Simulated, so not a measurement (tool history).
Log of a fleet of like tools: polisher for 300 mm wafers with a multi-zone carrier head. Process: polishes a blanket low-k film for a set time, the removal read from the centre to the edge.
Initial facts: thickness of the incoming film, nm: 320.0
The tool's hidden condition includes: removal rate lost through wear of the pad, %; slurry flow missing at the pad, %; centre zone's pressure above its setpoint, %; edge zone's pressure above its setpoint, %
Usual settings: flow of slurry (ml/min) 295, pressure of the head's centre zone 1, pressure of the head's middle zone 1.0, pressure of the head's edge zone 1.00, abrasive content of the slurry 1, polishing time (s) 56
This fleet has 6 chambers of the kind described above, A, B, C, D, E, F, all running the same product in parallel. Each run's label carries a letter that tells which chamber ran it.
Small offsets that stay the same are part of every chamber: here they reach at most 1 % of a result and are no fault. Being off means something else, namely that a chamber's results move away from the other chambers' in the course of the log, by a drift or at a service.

run   hour  flow of slurry (ml/min)  pressure of the head's centre zone  pressure of the head's middle zone  pressure of the head's edge zone  abrasive content of the slurry  polishing time (s)  wafers polished on this pad  hours since the slurry nozzle was cleaned  hours since the centre zone pressure was calibrated  hours since the edge zone pressure was calibrated  film removed at the wafer's centre (Å)  film removed at mid-radius (Å)  film removed at the wafer's edge (Å)
 1B    3.8                      295                                   1                                 1.0                              1.00                               1                  56                          108                                      334.1                                                 46.9                                                6.2                                  151.00                         146.520                                146.69
       7.1  -- chamber D: worn pad replaced by a new one
 2E    7.3                      295                                   1                                 1.0                              1.00                               1                  56                          319                                      298.7                                                944.9                                              851.2                                  149.26                         148.510                                149.17
 3F   14.4                      295                                   1                                 1.0                              1.00                               1                  56                          560                                      258.0                                                835.2                                              297.5                                  146.10                         147.340                                148.91
 4C   18.4                      295                                   1                                 1.0                              1.00                               1                  56                         1279                                      160.9                                                 66.7                                              513.6                                  150.18                         147.510                                147.27
 5D   25.3                      295                                   1                                 1.0                              1.00                               1                  56                          198                                      461.9                                                653.5                                              643.6                                  145.21                         150.180                                150.07
 6A   29.0                      295                                   1                                 1.0                              1.00                               1                  56                          772                                      362.3                                                847.5                                             1008.2                                  147.91                         148.280                                150.87
 7A   33.6                      295                                   1                                 1.0                              1.00                               1                  56                          822                                      366.9                                                852.1                                             1012.8                                  150.16                         148.520                                149.96
 8C   37.2                      295                                   1                                 1.0                              1.00                               1                  56                         1484                                      179.7                                                 85.5                                              532.4                                  148.43                         148.970                                147.56
 9B   41.8                      295                                   1                                 1.0                              1.00                               1                  56                          521                                      372.1                                                 84.9                                               44.2                                  147.59                         146.180                                146.60
      43.3  -- chamber C: worn pad replaced by a new one
10F   45.8                      295                                   1                                 1.0                              1.00                               1                  56                          901                                      289.4                                                866.6                                              328.9                                  148.29                         145.470                                149.54
11D   49.4                      295                                   1                                 1.0                              1.00                               1                  56                          460                                      486.0                                                677.6                                              667.7                                  148.63                         150.620                                147.09
      55.0  -- chamber F: worn pad replaced by a new one
12E   55.7                      295                                   1                                 1.0                              1.08                               1                  56                          845                                      347.1                                                993.3                                              899.6                                  147.93                         150.680                                152.88
      57.5  -- chamber B: slurry nozzle cleaned
13C   62.9                      295                                   1                                 1.0                              1.08                               1                  56                          213                                      205.4                                                111.2                                              558.1                                  147.72                         146.670                                153.55
      63.1  -- chamber D: edge zone pressure recalibrated
14A   70.0                      295                                   1                                 1.0                              1.08                               1                  56                         1218                                      403.3                                                888.5                                             1049.2                                  148.39                         146.930                                155.09
15E   77.3                      295                                   1                                 1.0                              1.08                               1                  56                         1080                                      368.7                                               1014.9                                              921.2                                  145.07                         145.830                                152.66
      79.4  -- chamber A: worn pad replaced by a new one
16F   81.5                      295                                   1                                 1.0                              1.08                               1                  56                          288                                      325.1                                                902.3                                              364.6                                  146.53                         148.140                                155.22
17B   88.2                      295                                   1                                 1.0                              1.08                               1                  56                         1025                                       30.8                                                131.3                                               90.6                                  144.56                         150.530                                155.07
      94.6  -- chamber D: worn pad replaced by a new one
18D   94.8                      295                                   1                                 1.0                              1.00                               1                  56                            2                                      531.4                                                723.0                                               31.8                                  148.22                         153.730                                148.67
19D  102.3                      295                                   1                                 1.0                              1.00                               1                  56                           84                                      538.9                                                730.5                                               39.3                                  145.63                         150.240                                148.50
20B  106.8                      295                                   1                                 1.0                              1.00                               1                  56                         1228                                       49.4                                                149.9                                              109.2                                  152.07                         149.510                                145.99
21E  114.0                      295                                   1                                 1.0                              1.00                               1                  56                         1478                                      405.4                                               1051.6                                              957.9                                  143.52                         143.770                                143.25
22F  119.2                      245                                   1                                 1.0                              1.00                               1                  56                          698                                      362.8                                                940.0                                              402.3                                  144.86                         143.610                                148.19
23C  126.7                      245                                   1                                 1.0                              1.00                               1                  56                          907                                      269.2                                                175.0                                              621.9                                  143.57                         143.370                                145.29
24A  130.6                      245                                   1                                 1.0                              1.00                               1                  56                          556                                      463.9                                                949.1                                             1109.8                                  145.18                         145.510                                146.99
25A  135.1                      245                                   1                                 1.0                              1.00                               1                  56                          605                                      468.4                                                953.6                                             1114.3                                  146.07                         145.730                                146.52
26D  142.1                      245                                   1                                 1.0                              1.00                               1                  56                          517                                      578.7                                                770.3                                               79.1                                  145.67                         146.660                                146.45
     146.9  -- chamber F: worn pad replaced by a new one
     149.2  -- chamber B: worn pad replaced by a new one
27C  149.5                      245                                   1                                 1.0                              1.00                               1                  56                         1155                                      292.0                                                197.8                                              644.7                                  145.63                         143.620                                146.73
28E  155.4                      295                                   1                                 1.0                              1.00                               1                  56                         1929                                      446.8                                               1093.0                                              999.3                                  142.14                         141.650                                141.13
29F  160.4                      295                                   1                                 1.0                              1.00                               1                  56                          147                                      404.0                                                981.2                                              443.5                                  144.10                         144.310                                148.21
     161.9  -- chamber A: edge zone pressure recalibrated
30B  165.1                      295                                   1                                 1.0                              1.00                               1                  56                          173                                      107.7                                                208.2                                              167.5                                  148.27                         147.450                                146.69
     166.3  -- chamber D: slurry nozzle cleaned
31C  168.6                      295                                   1                                 1.0                              1.00                               1                  56                         1362                                      311.1                                                216.9                                              663.8                                  149.09                         147.560                                146.17
32E  173.7                      295                                   1                                 1.0                              1.00                               1                  56                         2127                                      465.1                                               1111.3                                             1017.6                                  140.14                         136.350                                142.88
     177.9  -- chamber D: worn pad replaced by a new one
     179.7  -- chamber A: slurry nozzle cleaned
33A  179.9                      295                                   1                                 1.0                              1.00                               1                  56                         1092                                        0.3                                                998.4                                               18.1                                  149.17                         150.170                                147.21
34B  187.2                      295                                   1                                 1.0                              1.00                               1                  56                          413                                      129.8                                                230.3                                              189.6                                  149.69                         148.030                                147.74
35D  191.9                      295                                   1                                 0.9                              1.00                               1                  41                          152                                       25.6                                                820.1                                              128.9                                  109.25                          99.525                                107.79
36F  197.9                      295                                   1                                 0.9                              1.00                               1                  41                          555                                      441.5                                               1018.7                                              481.0                                  106.46                          96.953                                109.22
37D  201.5                      295                                   1                                 0.9                              1.00                               1                  41                          257                                       35.2                                                829.7                                              138.5                                  107.54                          99.892                                107.87

All 6 chambers run these settings next. Forecast each chamber's results:
38A  207.2                      295                                   1                                 1.0                              1.09                               1                  56                                                                                                                                                                                                                       ?                               ?                                     ?
38B  207.2                      295                                   1                                 1.0                              1.09                               1                  56                                                                                                                                                                                                                       ?                               ?                                     ?
38C  207.2                      295                                   1                                 1.0                              1.09                               1                  56                                                                                                                                                                                                                       ?                               ?                                     ?
38D  207.2                      295                                   1                                 1.0                              1.09                               1                  56                                                                                                                                                                                                                       ?                               ?                                     ?
38E  207.2                      295                                   1                                 1.0                              1.09                               1                  56                                                                                                                                                                                                                       ?                               ?                                     ?
38F  207.2                      295                                   1                                 1.0                              1.09                               1                  56                                                                                                                                                                                                                       ?                               ?                                     ?

run  film removed at the wafer's centre (Å)  film removed at mid-radius (Å)  film removed at the wafer's edge (Å)
38A                                  148.94                         145.690                                157.13
38B                                  150.35                         148.640                                153.34
38C                                  146.70                         148.780                                153.70
38D                                  148.73                         152.950                                155.61
38E                                  140.63                         138.660                                143.39
38F                                  144.73                         147.780                                153.73
